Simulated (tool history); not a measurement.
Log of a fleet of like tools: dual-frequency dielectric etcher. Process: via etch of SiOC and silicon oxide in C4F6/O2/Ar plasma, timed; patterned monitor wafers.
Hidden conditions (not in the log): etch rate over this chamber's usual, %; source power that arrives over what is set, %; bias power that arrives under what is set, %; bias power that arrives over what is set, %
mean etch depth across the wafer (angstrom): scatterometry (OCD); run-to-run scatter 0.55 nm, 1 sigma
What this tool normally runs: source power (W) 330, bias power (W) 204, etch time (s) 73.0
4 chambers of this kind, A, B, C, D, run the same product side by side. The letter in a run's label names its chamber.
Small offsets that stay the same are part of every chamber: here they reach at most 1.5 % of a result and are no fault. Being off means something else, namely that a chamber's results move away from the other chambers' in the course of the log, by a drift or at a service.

| run | hour | source power (W) | bias power (W) | etch time (s) | hours since the last wet clean | hours since the last source power generator calibration | hours since the last bias power generator calibration | read-back reference wafer on the same gauge, depth_nm | mean etch depth across the wafer (angstrom) |
|---|---|---|---|---|---|---|---|---|---|
| 1C | 9.8 | 330 | 204 | 73.0 | 46.6 | 1527.2 | 760.2 | 84.624 | 799.34 |
| 2D | 17.5 | 330 | 204 | 73.0 | 133.4 | 809.7 | 2670.7 | 84.689 | 792.04 |
| 3B | 27.7 | 330 | 204 | 73.0 | 285.5 | 2227.7 | 3898.2 | 84.714 | 787.64 |
| 4A | 32.9 | 330 | 204 | 73.0 | 224.5 | 2844.8 | 3254.9 | 84.585 | 811.84 |
| 5C | 39.3 | 330 | 204 | 73.0 | 76.1 | 1556.7 | 789.7 | 84.590 | 799.15 |
| 6A | 44.3 | 330 | 204 | 73.0 | 235.9 | 2856.2 | 3266.3 | 84.520 | 796.98 |
| 7D | 52.6 | 330 | 204 | 73.0 | 168.5 | 844.8 | 2705.8 | 84.562 | 794.39 |
| 8B | 58.3 | 330 | 204 | 73.0 | 316.1 | 2258.3 | 3928.8 | 84.859 | 786.59 |
| 9C | 65.3 | 330 | 204 | 73.0 | 102.1 | 1582.7 | 815.7 | 84.585 | 800.49 |
| 10B | 73.6 | 330 | 204 | 73.0 | 331.4 | 2273.6 | 3944.1 | 84.591 | 782.47 |
| 11A | 84.3 | 330 | 204 | 73.0 | 275.9 | 2896.2 | 3306.3 | 84.599 | 788.60 |
| 12D | 90.3 | 330 | 166 | 56.5 | 206.2 | 882.5 | 2743.5 | 84.670 | 568.07 |
| 13D | 98.1 | 330 | 166 | 56.5 | 214.0 | 890.3 | 2751.3 | 84.598 | 568.30 |
| 14C | 105.8 | 330 | 166 | 56.5 | 142.6 | 1623.2 | 856.2 | 84.688 | 577.66 |
| 15A | 114.4 | 330 | 166 | 56.5 | 306.0 | 2926.3 | 3336.4 | 84.624 | 584.42 |
| 16B | 123.1 | 330 | 204 | 73.0 | 380.9 | 2323.1 | 3993.6 | 84.632 | 798.71 |
| 17C | 128.6 | 400 | 204 | 55.5 | 165.4 | 1646.0 | 879.0 | 84.537 | 654.82 |
|  | 134.0 | chamber B: bias power generator calibrated |
| 18B | 136.8 | 400 | 204 | 55.5 | 394.6 | 2336.8 | 2.8 | 84.521 | 658.01 |
| 19A | 143.0 | 400 | 204 | 55.5 | 334.6 | 2954.9 | 3365.0 | 84.725 | 660.59 |
| 20D | 152.7 | 400 | 204 | 55.5 | 268.6 | 944.9 | 2805.9 | 84.653 | 646.85 |
| 21C | 161.0 | 330 | 204 | 73.0 | 197.8 | 1678.4 | 911.4 | 84.634 | 797.26 |
| 22B | 168.3 | 330 | 204 | 73.0 | 426.1 | 2368.3 | 34.3 | 84.711 | 792.48 |
|  | 174.4 | chamber B: source power generator calibrated |
| 23A | 178.7 | 330 | 204 | 73.0 | 370.3 | 2990.6 | 3400.7 | 84.570 | 811.27 |
| 24D | 185.0 | 330 | 204 | 73.0 | 300.9 | 977.2 | 2838.2 | 84.597 | 779.76 |
| 25D | 190.0 | 330 | 175 | 87.5 | 305.9 | 982.2 | 2843.2 | 84.554 | 897.24 |
| 26A | 198.1 | 330 | 175 | 87.5 | 389.7 | 3010.0 | 3420.1 | 84.608 | 914.60 |
| 27C | 207.5 | 330 | 175 | 87.5 | 244.3 | 1724.9 | 957.9 | 84.499 | 909.02 |
|  | 207.7 | chamber A: wet clean of the chamber |
| 28B | 213.6 | 330 | 175 | 87.5 | 471.4 | 39.3 | 79.6 | 84.426 | 904.60 |
| 29A | 222.6 | 330 | 204 | 73.0 | 14.9 | 3034.5 | 3444.6 | 84.761 | 804.67 |
| 30C | 230.4 | 330 | 204 | 73.0 | 267.2 | 1747.8 | 980.8 | 84.732 | 791.76 |
| 31B | 235.5 | 330 | 204 | 73.0 | 493.3 | 61.2 | 101.5 | 84.581 | 792.27 |
| 32D | 244.8 | 330 | 204 | 73.0 | 360.7 | 1037.0 | 2898.0 | 84.546 | 790.80 |

All 4 chambers run these settings next. Forecast each chamber's results:
| 33A | 252.5 | 330 | 179 | 73.0 |  |  |  |  | ? |
| 33B | 252.5 | 330 | 179 | 73.0 |  |  |  |  | ? |
| 33C | 252.5 | 330 | 179 | 73.0 |  |  |  |  | ? |
| 33D | 252.5 | 330 | 179 | 73.0 |  |  |  |  | ? |

| run | mean etch depth across the wafer (angstrom) |
|---|---|
| 33A | 761.76 |
| 33B | 754.49 |
| 33C | 776.20 |
| 33D | 757.14 |
